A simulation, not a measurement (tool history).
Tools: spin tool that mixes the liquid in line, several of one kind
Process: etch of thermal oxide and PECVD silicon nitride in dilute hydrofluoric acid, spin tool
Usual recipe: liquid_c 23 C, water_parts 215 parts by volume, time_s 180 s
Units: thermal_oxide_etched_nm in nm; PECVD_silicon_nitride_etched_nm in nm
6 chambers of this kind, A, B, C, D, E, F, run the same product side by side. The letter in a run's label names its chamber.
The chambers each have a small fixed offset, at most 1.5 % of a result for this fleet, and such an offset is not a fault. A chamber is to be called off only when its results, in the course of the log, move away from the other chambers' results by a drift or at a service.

| run | hour | liquid_c | water_parts | time_s | hours since the thermometer was replaced | hours since the hydrofluoric acid flow meter was replaced | read-back film thickness of the thermal oxide reference wafer, read on the same gauge (nm) | read-back film thickness of the PECVD silicon nitride reference wafer, read on the same gauge (nm) | thermal_oxide_etched_nm | PECVD_silicon_nitride_etched_nm |
|---|---|---|---|---|---|---|---|---|---|---|
| 1A | 6.2 | 23 | 215 | 180 | 251.6 | 219.8 | 109.97 | 120 | 3.1501 | 2.8407 |
| 2B | 12.2 | 23 | 215 | 180 | 794.5 | 147.5 | 110 | 120.02 | 3.1807 | 2.9027 |
| 3D | 18.5 | 23 | 215 | 180 | 89.2 | 1002.3 | 109.98 | 120.03 | 3.1011 | 2.8201 |
| 4F | 27.2 | 23 | 215 | 180 | 423.2 | 545 | 109.99 | 120.03 | 3.0694 | 2.8226 |
| 5E | 31.9 | 23 | 215 | 180 | 999.6 | 217.6 | 109.99 | 120.01 | 3.2628 | 2.8176 |
| 6C | 37.1 | 23 | 215 | 180 | 726.8 | 452.2 | 110.01 | 119.99 | 3.1446 | 2.8571 |
| 7E | 45.1 | 23 | 215 | 180 | 1012.8 | 230.8 | 109.98 | 120.02 | 3.1816 | 2.8393 |
| 8A | 51.7 | 27 | 140 | 180 | 297.1 | 265.3 | 110.03 | 120.04 | 6.0592 | 5.7905 |
| 9C | 56.7 | 27 | 140 | 180 | 746.4 | 471.8 | 109.97 | 120.03 | 6.0045 | 5.4282 |
| 10B | 65.5 | 27 | 140 | 180 | 847.8 | 200.8 | 109.99 | 120.04 | 6.0709 | 5.5649 |
| 11F | 73.7 | 27 | 140 | 180 | 469.7 | 591.5 | 109.98 | 120.02 | 6.0211 | 5.6478 |
| 12D | 81 | 27 | 140 | 180 | 151.7 | 1064.8 | 109.96 | 120.02 | 6.174 | 5.5422 |
| 13C | 87.9 | 27 | 140 | 180 | 777.6 | 503 | 110.04 | 120.01 | 6.0416 | 5.4084 |
| 14E | 96.8 | 23 | 215 | 180 | 1064.5 | 282.5 | 110.02 | 120 | 3.1839 | 2.8997 |
| 15A | 104.3 | 23 | 215 | 180 | 349.7 | 317.9 | 110 | 120.01 | 3.1313 | 2.9077 |
| 16F | 112.8 | 23 | 215 | 180 | 508.8 | 630.6 | 109.98 | 119.99 | 3.1699 | 2.8238 |
| 17D | 120 | 23 | 215 | 180 | 190.7 | 1103.8 | 109.97 | 119.99 | 3.0751 | 2.7901 |
| 18B | 128.4 | 23 | 215 | 180 | 910.7 | 263.7 | 110 | 119.99 | 3.0964 | 2.8598 |
| 19C | 136.4 | 23 | 215 | 180 | 826.1 | 551.5 | 110.03 | 120.06 | 3.0376 | 2.6097 |
| 20E | 144.4 | 26 | 115 | 180 | 1112.1 | 330.1 | 109.94 | 119.98 | 7.6493 | 6.4991 |
| 21D | 148.6 | 26 | 115 | 180 | 219.3 | 1132.4 | 110.01 | 120 | 7.5824 | 6.5554 |
| 22A | 152.7 | 26 | 115 | 180 | 398.1 | 366.3 | 110.01 | 120.02 | 7.6316 | 6.4848 |
| 23B | 161.1 | 26 | 115 | 180 | 943.4 | 296.4 | 110 | 120.03 | 7.466 | 6.4573 |
| 24F | 166 | 26 | 115 | 180 | 562 | 683.8 | 110.01 | 120.01 | 7.5311 | 6.214 |
| 25D | 171.4 | 26 | 115 | 180 | 242.1 | 1155.2 | 110.03 | 120.06 | 7.4191 | 6.436 |
| 26C | 179.3 | 23 | 215 | 180 | 869 | 594.4 | 109.99 | 120.03 | 2.9903 | 2.6384 |
| 27B | 186.1 | 23 | 215 | 180 | 968.4 | 321.4 | 109.96 | 120.02 | 3.1441 | 2.8609 |
| 28E | 191.6 | 23 | 215 | 180 | 1159.3 | 377.3 | 110.05 | 120.02 | 3.137 | 2.8062 |
| 29F | 196.9 | 23 | 215 | 180 | 592.9 | 714.7 | 110.02 | 119.97 | 3.1942 | 2.7559 |
| 30A | 202.6 | 23 | 250 | 80 | 448 | 416.2 | 110 | 120.01 | 1.1649 | 1.1089 |
| 31B | 211.4 | 23 | 250 | 80 | 993.7 | 346.7 | 109.94 | 119.98 | 1.159 | 1.1011 |
| 32F | 219.7 | 23 | 250 | 80 | 615.7 | 737.5 | 110.02 | 119.98 | 1.1659 | 1.0886 |
| 33C | 226.4 | 23 | 250 | 80 | 916.1 | 641.5 | 110 | 120.04 | 1.0947 | 0.99565 |
| 34D | 233.5 | 23 | 250 | 80 | 304.2 | 1217.3 | 109.97 | 119.99 | 1.1598 | 1.0766 |
| 35E | 239.4 | 23 | 250 | 80 | 1207.1 | 425.1 | 110.02 | 120.02 | 1.1687 | 1.084 |
| 36A | 243.6 | 23 | 215 | 285 | 489 | 457.2 | 110 | 120 | 4.9453 | 4.4885 |
| 37E | 251.4 | 23 | 215 | 285 | 1219.1 | 437.1 | 109.99 | 120.02 | 5.0068 | 4.517 |

Next, all 6 chambers run the settings below, one line each with question marks for the results. What does each chamber give?
| 38A | 257.9 | 23 | 215 | 130 |  |  |  |  | ? | ? |
| 38B | 257.9 | 23 | 215 | 130 |  |  |  |  | ? | ? |
| 38C | 257.9 | 23 | 215 | 130 |  |  |  |  | ? | ? |
| 38D | 257.9 | 23 | 215 | 130 |  |  |  |  | ? | ? |
| 38E | 257.9 | 23 | 215 | 130 |  |  |  |  | ? | ? |
| 38F | 257.9 | 23 | 215 | 130 |  |  |  |  | ? | ? |

| run | thermal_oxide_etched_nm | PECVD_silicon_nitride_etched_nm |
|---|---|---|
| 38A | 2.3003 | 2.065 |
| 38B | 2.3126 | 2.0615 |
| 38C | 2.0821 | 1.8006 |
| 38D | 2.3135 | 2.0306 |
| 38E | 2.2873 | 2.0126 |
| 38F | 2.2883 | 2.0559 |
